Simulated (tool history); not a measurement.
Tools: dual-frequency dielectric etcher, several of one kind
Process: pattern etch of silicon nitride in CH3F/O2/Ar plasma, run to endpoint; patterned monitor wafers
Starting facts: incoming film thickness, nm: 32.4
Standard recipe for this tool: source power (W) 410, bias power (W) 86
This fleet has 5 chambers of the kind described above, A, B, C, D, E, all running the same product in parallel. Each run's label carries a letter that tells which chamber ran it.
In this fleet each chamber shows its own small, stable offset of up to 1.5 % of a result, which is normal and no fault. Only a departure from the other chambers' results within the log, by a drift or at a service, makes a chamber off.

Run 1B, day 0.300: usual settings. Result: endpoint time (s) 44.089.
Run 2E, day 0.562: usual settings. Result: endpoint time (s) 43.849.
Run 3A, day 1.042: usual settings. Result: endpoint time (s) 43.503.
At day 1.054: chamber E: wet clean of the chamber.
Run 4C, day 1.425: usual settings. Result: endpoint time (s) 43.366.
Run 5D, day 1.912: usual settings. Result: endpoint time (s) 43.613.
Run 6D, day 2.400: usual settings but source power (W) 480. Result: endpoint time (s) 41.231.
At day 2.712: chamber A: wet clean of the chamber.
Run 7E, day 2.808: usual settings but source power (W) 480. Result: endpoint time (s) 41.023.
Run 8B, day 3.171: usual settings but source power (W) 480. Result: endpoint time (s) 41.488.
Run 9A, day 3.392: usual settings but source power (W) 480. Result: endpoint time (s) 41.078.
Run 10C, day 3.883: usual settings but source power (W) 480. Result: endpoint time (s) 40.831.
Run 11C, day 4.288: usual settings. Result: endpoint time (s) 43.380.
Run 12B, day 4.767: usual settings but source power (W) 340. Result: endpoint time (s) 46.911.
At day 4.825: chamber C: bias power generator calibrated.
Run 13A, day 5.079: usual settings but source power (W) 340. Result: endpoint time (s) 46.733.
Run 14D, day 5.412: usual settings but source power (W) 340. Result: endpoint time (s) 46.287.
Run 15E, day 5.762: usual settings but source power (W) 340. Result: endpoint time (s) 46.804.
At day 5.958: chamber B: wet clean of the chamber.
Run 16E, day 6.167: usual settings but source power (W) 340. Result: endpoint time (s) 47.066.
At day 6.388: chamber C: wet clean of the chamber.
Run 17B, day 6.600: usual settings but source power (W) 370, bias power (W) 105. Result: endpoint time (s) 42.476.
Run 18D, day 7.046: usual settings but source power (W) 370, bias power (W) 105. Result: endpoint time (s) 41.883.
Run 19A, day 7.267: usual settings but source power (W) 370, bias power (W) 105. Result: endpoint time (s) 42.211.
Run 20C, day 7.621: usual settings but source power (W) 370, bias power (W) 105. Result: endpoint time (s) 39.819.
Run 21C, day 7.892: usual settings but source power (W) 370, bias power (W) 105. Result: endpoint time (s) 39.768.
Run 22A, day 8.350: usual settings. Result: endpoint time (s) 43.680.
Run 23B, day 8.592: usual settings. Result: endpoint time (s) 44.202.
Run 24E, day 8.983: usual settings. Result: endpoint time (s) 43.817.
Run 25D, day 9.338: usual settings. Result: endpoint time (s) 43.461.
Run 26B, day 9.658: usual settings. Result: endpoint time (s) 43.589.
Run 27E, day 9.879: usual settings. Result: endpoint time (s) 43.948.
Run 28C, day 10.354: usual settings but source power (W) 320, bias power (W) 77. Result: endpoint time (s) 46.981.
Run 29D, day 10.650: usual settings but source power (W) 320, bias power (W) 77. Result: endpoint time (s) 49.315.
Run 30A, day 11.112: usual settings but source power (W) 320, bias power (W) 77. Result: endpoint time (s) 50.042.
At day 11.296: chamber D: wet clean of the chamber.
Run 31B, day 11.454: usual settings but source power (W) 320, bias power (W) 77. Result: endpoint time (s) 50.336.
Run 32C, day 11.846: usual settings but source power (W) 320, bias power (W) 77. Result: endpoint time (s) 47.296.
Run 33A, day 12.129: usual settings. Result: endpoint time (s) 44.063.
Run 34D, day 12.467: usual settings. Result: endpoint time (s) 43.304.
Run 35E, day 12.738: usual settings. Result: endpoint time (s) 43.696.
Run 36C, day 13.212: usual settings. Result: endpoint time (s) 41.546.

For the next run the whole fleet of 5 chambers uses the same settings. Give each chamber's results:
Run 37A, day 13.571: usual settings but bias power (W) 94. Result: endpoint time (s) ?.
Run 37B, day 13.571: usual settings but bias power (W) 94. Result: endpoint time (s) ?.
Run 37C, day 13.571: usual settings but bias power (W) 94. Result: endpoint time (s) ?.
Run 37D, day 13.571: usual settings but bias power (W) 94. Result: endpoint time (s) ?.
Run 37E, day 13.571: usual settings but bias power (W) 94. Result: endpoint time (s) ?.

run  endpoint time (s)
37A             42.370
37B             42.467
37C             39.937
37D             41.986
37E             42.238

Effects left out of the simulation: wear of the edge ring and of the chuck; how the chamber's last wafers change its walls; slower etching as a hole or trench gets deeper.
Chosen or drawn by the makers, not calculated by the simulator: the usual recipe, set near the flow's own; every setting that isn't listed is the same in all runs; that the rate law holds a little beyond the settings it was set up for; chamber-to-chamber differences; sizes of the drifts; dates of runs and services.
